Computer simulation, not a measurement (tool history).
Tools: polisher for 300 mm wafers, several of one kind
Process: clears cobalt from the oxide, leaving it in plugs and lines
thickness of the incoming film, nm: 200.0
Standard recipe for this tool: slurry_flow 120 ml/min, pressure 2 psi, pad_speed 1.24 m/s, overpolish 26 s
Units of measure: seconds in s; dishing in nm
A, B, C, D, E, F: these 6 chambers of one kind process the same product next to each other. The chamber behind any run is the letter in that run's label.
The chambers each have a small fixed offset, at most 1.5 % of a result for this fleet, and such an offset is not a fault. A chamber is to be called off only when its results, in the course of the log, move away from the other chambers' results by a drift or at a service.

-- hour=0.4 chamber A: worn pad replaced by a new one
run 1D hour=4.4 | slurry_flow=120 pressure=2 pad_speed=1.24 overpolish=26 | seconds=27.392 dishing=45.776
-- hour=9.3 chamber A: head pressure recalibrated
run 2C hour=10.3 | slurry_flow=120 pressure=2 pad_speed=1.24 overpolish=26 | seconds=27.734 dishing=46.829
-- hour=11.6 chamber D: worn pad replaced by a new one
run 3A hour=14.1 | slurry_flow=120 pressure=2 pad_speed=1.24 overpolish=26 | seconds=27.709 dishing=46.452
run 4F hour=18.6 | slurry_flow=120 pressure=2 pad_speed=1.24 overpolish=26 | seconds=27.689 dishing=45.548
run 5B hour=23.1 | slurry_flow=120 pressure=2 pad_speed=1.24 overpolish=26 | seconds=27.592 dishing=46.708
run 6E hour=26.2 | slurry_flow=120 pressure=2 pad_speed=1.24 overpolish=26 | seconds=26.854 dishing=45.995
-- hour=26.7 chamber F: worn pad replaced by a new one
run 7A hour=31.7 | slurry_flow=120 pressure=2 pad_speed=1.24 overpolish=14 | seconds=27.594 dishing=41.528
-- hour=32.4 chamber B: worn pad replaced by a new one
run 8D hour=35.3 | slurry_flow=120 pressure=2 pad_speed=1.24 overpolish=14 | seconds=27.695 dishing=43.267
-- hour=37.6 chamber A: worn pad replaced by a new one
run 9B hour=40.4 | slurry_flow=120 pressure=2 pad_speed=1.24 overpolish=14 | seconds=27.381 dishing=42.928
run 10F hour=43.1 | slurry_flow=120 pressure=2 pad_speed=1.24 overpolish=14 | seconds=27.314 dishing=42.24
run 11C hour=47.3 | slurry_flow=120 pressure=2 pad_speed=1.24 overpolish=14 | seconds=27.11 dishing=42.094
-- hour=50.1 chamber D: head pressure recalibrated
run 12E hour=51.7 | slurry_flow=120 pressure=2 pad_speed=1.24 overpolish=14 | seconds=26.986 dishing=42.014
run 13B hour=57.2 | slurry_flow=120 pressure=2 pad_speed=1.24 overpolish=26 | seconds=27.251 dishing=46.372
-- hour=60.7 chamber C: head pressure recalibrated
run 14D hour=60.9 | slurry_flow=120 pressure=2 pad_speed=1.24 overpolish=26 | seconds=27.226 dishing=46.646
-- hour=63.7 chamber C: worn pad replaced by a new one
run 15C hour=66.8 | slurry_flow=120 pressure=2 pad_speed=1.24 overpolish=26 | seconds=27.276 dishing=46.501
run 16A hour=72.3 | slurry_flow=120 pressure=2 pad_speed=1.24 overpolish=26 | seconds=27.94 dishing=47.788
-- hour=73.8 chamber D: worn pad replaced by a new one
-- hour=76.9 chamber F: worn pad replaced by a new one
run 17E hour=77.4 | slurry_flow=120 pressure=2 pad_speed=1.24 overpolish=26 | seconds=26.839 dishing=46.171
-- hour=79.3 chamber E: worn pad replaced by a new one
run 18F hour=80.2 | slurry_flow=135 pressure=2 pad_speed=1.24 overpolish=26 | seconds=26.77 dishing=44.688
-- hour=81.7 chamber A: worn pad replaced by a new one
run 19B hour=83.7 | slurry_flow=135 pressure=2 pad_speed=1.24 overpolish=26 | seconds=27.034 dishing=46.371
run 20D hour=87.3 | slurry_flow=135 pressure=2 pad_speed=1.24 overpolish=26 | seconds=25.943 dishing=46.8
run 21A hour=91.4 | slurry_flow=135 pressure=2 pad_speed=1.24 overpolish=26 | seconds=27.235 dishing=45.725
run 22F hour=94 | slurry_flow=135 pressure=2 pad_speed=1.24 overpolish=26 | seconds=26.857 dishing=46.138
run 23C hour=97.6 | slurry_flow=135 pressure=2 pad_speed=1.24 overpolish=26 | seconds=26.343 dishing=46.56
-- hour=99.9 chamber F: slurry nozzle cleaned
run 24E hour=101.9 | slurry_flow=120 pressure=2 pad_speed=1.24 overpolish=26 | seconds=26.987 dishing=45.954
run 25F hour=106.2 | slurry_flow=120 pressure=2 pad_speed=1.24 overpolish=26 | seconds=27.587 dishing=46.291
run 26D hour=108.9 | slurry_flow=120 pressure=2 pad_speed=1.24 overpolish=26 | seconds=27.53 dishing=48.509
run 27C hour=113 | slurry_flow=120 pressure=2 pad_speed=1.24 overpolish=26 | seconds=27.312 dishing=46.687
-- hour=117.7 chamber B: worn pad replaced by a new one
run 28E hour=118.3 | slurry_flow=120 pressure=2 pad_speed=1.46 overpolish=26 | seconds=22.421 dishing=46.276
run 29B hour=122.3 | slurry_flow=120 pressure=2 pad_speed=1.46 overpolish=26 | seconds=23.184 dishing=46.597
run 30A hour=126.9 | slurry_flow=120 pressure=2 pad_speed=1.46 overpolish=26 | seconds=23.663 dishing=46.963
-- hour=127 chamber A: worn pad replaced by a new one
-- hour=128.2 chamber F: worn pad replaced by a new one
run 31F hour=132.6 | slurry_flow=120 pressure=2 pad_speed=1.46 overpolish=26 | seconds=23.334 dishing=46.669
-- hour=135.4 chamber D: worn pad replaced by a new one
run 32C hour=136 | slurry_flow=120 pressure=2 pad_speed=1.46 overpolish=26 | seconds=23.456 dishing=45.78
-- hour=136.1 chamber C: worn pad replaced by a new one
run 33B hour=139.8 | slurry_flow=120 pressure=2 pad_speed=1.46 overpolish=26 | seconds=23.159 dishing=48.658
run 34D hour=142.6 | slurry_flow=120 pressure=2 pad_speed=1.24 overpolish=26 | seconds=26.807 dishing=45.81
run 35E hour=148.4 | slurry_flow=120 pressure=2 pad_speed=1.24 overpolish=26 | seconds=26.512 dishing=46.611
run 36A hour=154.1 | slurry_flow=120 pressure=2 pad_speed=1.24 overpolish=26 | seconds=27.602 dishing=46.937
-- hour=154.8 chamber E: worn pad replaced by a new one
run 37E hour=159.8 | slurry_flow=120 pressure=2 pad_speed=1.24 overpolish=26 | seconds=26.866 dishing=47.725
run 38F hour=164.2 | slurry_flow=120 pressure=2 pad_speed=1.42 overpolish=18 | seconds=24.805 dishing=44.901
-- hour=166.8 chamber A: worn pad replaced by a new one
run 39B hour=169.3 | slurry_flow=120 pressure=2 pad_speed=1.42 overpolish=18 | seconds=24.194 dishing=45.102
run 40D hour=172.5 | slurry_flow=120 pressure=2 pad_speed=1.42 overpolish=18 | seconds=23.652 dishing=45.115
run 41A hour=177.6 | slurry_flow=120 pressure=2 pad_speed=1.42 overpolish=18 | seconds=23.938 dishing=45.35
run 42C hour=182.3 | slurry_flow=120 pressure=2 pad_speed=1.42 overpolish=18 | seconds=24.223 dishing=45.458
run 43C hour=186.2 | slurry_flow=120 pressure=2 pad_speed=1.42 overpolish=18 | seconds=24.209 dishing=45.934

Decide between three cases: one chamber stands off from its peers, the gauge reading all wafers drifts, or nothing is wrong past each chamber's small offset. Where a chamber is off, say which and what most likely put it there.

Nothing is wrong: each chamber keeps only its own small, steady offset and the gauge holds still.
